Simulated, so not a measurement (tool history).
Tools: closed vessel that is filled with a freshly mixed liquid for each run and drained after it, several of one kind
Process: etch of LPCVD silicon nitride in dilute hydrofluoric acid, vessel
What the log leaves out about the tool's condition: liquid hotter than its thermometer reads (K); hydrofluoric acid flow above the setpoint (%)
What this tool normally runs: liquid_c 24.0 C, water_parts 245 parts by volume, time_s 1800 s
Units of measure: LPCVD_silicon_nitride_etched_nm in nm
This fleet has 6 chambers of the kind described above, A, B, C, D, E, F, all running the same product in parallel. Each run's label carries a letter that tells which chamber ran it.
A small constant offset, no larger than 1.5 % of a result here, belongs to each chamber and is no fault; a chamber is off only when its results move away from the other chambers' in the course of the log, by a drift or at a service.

run   hour  liquid_c  water_parts  time_s  hours since the thermometer was replaced  hours since the hydrofluoric acid flow meter was replaced  read-back film thickness of the LPCVD silicon nitride reference wafer, read on the same gauge (nm)  LPCVD_silicon_nitride_etched_nm
 1E   13.3      24.0          245    1800                                     223.7                                                      753.0                                                                                              40.024                           3.4406
 2A   28.1      24.0          245    1800                                     237.9                                                      121.0                                                                                              39.980                           3.3596
 3F   39.5      24.0          245    1800                                     540.1                                                      827.7                                                                                              40.008                           3.3629
 4D   47.8      24.0          245    1800                                     331.8                                                     1027.6                                                                                              39.992                           3.3968
 5B   57.6      24.0          245    1800                                     149.1                                                      566.4                                                                                              39.979                           3.3519
 6C   67.9      24.0          245    1800                                     962.2                                                      883.1                                                                                              40.001                           3.3935
 7C   82.4      24.0          245    1800                                     976.7                                                      897.6                                                                                              40.003                           3.3604
 8F   89.1      24.0          245    1800                                     589.7                                                      877.3                                                                                              39.970                           3.3311
 9A   96.3      24.0          245    1800                                     306.1                                                      189.2                                                                                              40.001                           3.3452
10D  108.0      24.0          245    1800                                     392.0                                                     1087.8                                                                                              39.967                           3.3750
11E  119.7      24.0          245    1800                                     330.1                                                      859.4                                                                                              40.012                           3.4421
12B  133.8      24.0          245    1800                                     225.3                                                      642.6                                                                                              39.990                           3.4389
13D  142.8      24.0          245    1800                                     426.8                                                     1122.6                                                                                              39.986                           3.3813
14A  149.7      24.0          245    1800                                     359.5                                                      242.6                                                                                              39.981                           3.2821
15C  156.3      24.0          245    1800                                    1050.6                                                      971.5                                                                                              40.008                           3.4593
16F  168.9      24.0          245    1800                                     669.5                                                      957.1                                                                                              39.979                           3.2907
17B  177.8      24.0          245    1800                                     269.3                                                      686.6                                                                                              39.986                           3.3643
18E  192.1      24.0          245    1800                                     402.5                                                      931.8                                                                                              40.015                           3.3638
19B  200.0      24.0          245    1800                                     291.5                                                      708.8                                                                                              40.019                           3.3701
20A  212.1      24.0          245    1800                                     421.9                                                      305.0                                                                                              40.000                           3.3601
21C  221.4      24.0          245    1800                                    1115.7                                                     1036.6                                                                                              40.025                           3.4583
22D  234.1      20.0          245    1180                                     518.1                                                     1213.9                                                                                              40.034                           1.7195
23E  243.2      20.0          245    1180                                     453.6                                                      982.9                                                                                              39.993                           1.6989
24F  256.0      20.0          245    1180                                     756.6                                                     1044.2                                                                                              40.031                           1.6968
25F  266.1      20.0          245    1180                                     766.7                                                     1054.3                                                                                              39.989                           1.6712
26E  273.0      20.0          245    1180                                     483.4                                                     1012.7                                                                                              40.004                           1.7368
27B  282.9      20.0          245    1180                                     374.4                                                      791.7                                                                                              40.017                           1.6980
28C  293.0      24.0          245    1800                                    1187.3                                                     1108.2                                                                                              40.005                           3.5362
29D  303.1      24.0          245    1800                                     587.1                                                     1282.9                                                                                              40.014                           3.4507
30A  310.8      24.0          245    1800                                     520.6                                                      403.7                                                                                              39.978                           3.3616
31D  319.9      24.0          245    1800                                     603.9                                                     1299.7                                                                                              40.006                           3.3971
32C  330.8      24.0          245    1800                                    1225.1                                                     1146.0                                                                                              39.985                           3.5631
33E  342.2      24.0          245    1800                                     552.6                                                     1081.9                                                                                              39.986                           3.3910
34A  348.7      24.0          245    1800                                     558.5                                                      441.6                                                                                              40.012                           3.3477
35F  363.3      24.0          245    1800                                     863.9                                                     1151.5                                                                                              40.016                           3.3181
36B  374.7      24.0          245    1800                                     466.2                                                      883.5                                                                                              39.979                           3.3577
37E  387.9      19.5          160    1800                                     598.3                                                     1127.6                                                                                              39.995                           3.8107
38D  400.2      19.5          160    1800                                     684.2                                                     1380.0                                                                                              40.025                           3.7992
39A  412.7      19.5          160    1800                                     622.5                                                      505.6                                                                                              40.016                           3.6946
40B  419.2      19.5          160    1800                                     510.7                                                      928.0                                                                                              40.030                           3.8734
41F  434.0      19.5          160    1800                                     934.6                                                     1222.2                                                                                              40.009                           3.7575
42C  443.8      19.5          160    1800                                    1338.1                                                     1259.0                                                                                              40.000                           4.1633

Predict what each chamber gives when all 6 of them run the settings below next.
43A  454.4      24.0          130    1800                                                                                                                                                                                                                                         ?
43B  454.4      24.0          130    1800                                                                                                                                                                                                                                         ?
43C  454.4      24.0          130    1800                                                                                                                                                                                                                                         ?
43D  454.4      24.0          130    1800                                                                                                                                                                                                                                         ?
43E  454.4      24.0          130    1800                                                                                                                                                                                                                                         ?
43F  454.4      24.0          130    1800                                                                                                                                                                                                                                         ?

run  LPCVD_silicon_nitride_etched_nm
43A                           6.1625
43B                           6.3531
43C                           6.7309
43D                           6.2742
43E                           6.4520
43F                           6.2258

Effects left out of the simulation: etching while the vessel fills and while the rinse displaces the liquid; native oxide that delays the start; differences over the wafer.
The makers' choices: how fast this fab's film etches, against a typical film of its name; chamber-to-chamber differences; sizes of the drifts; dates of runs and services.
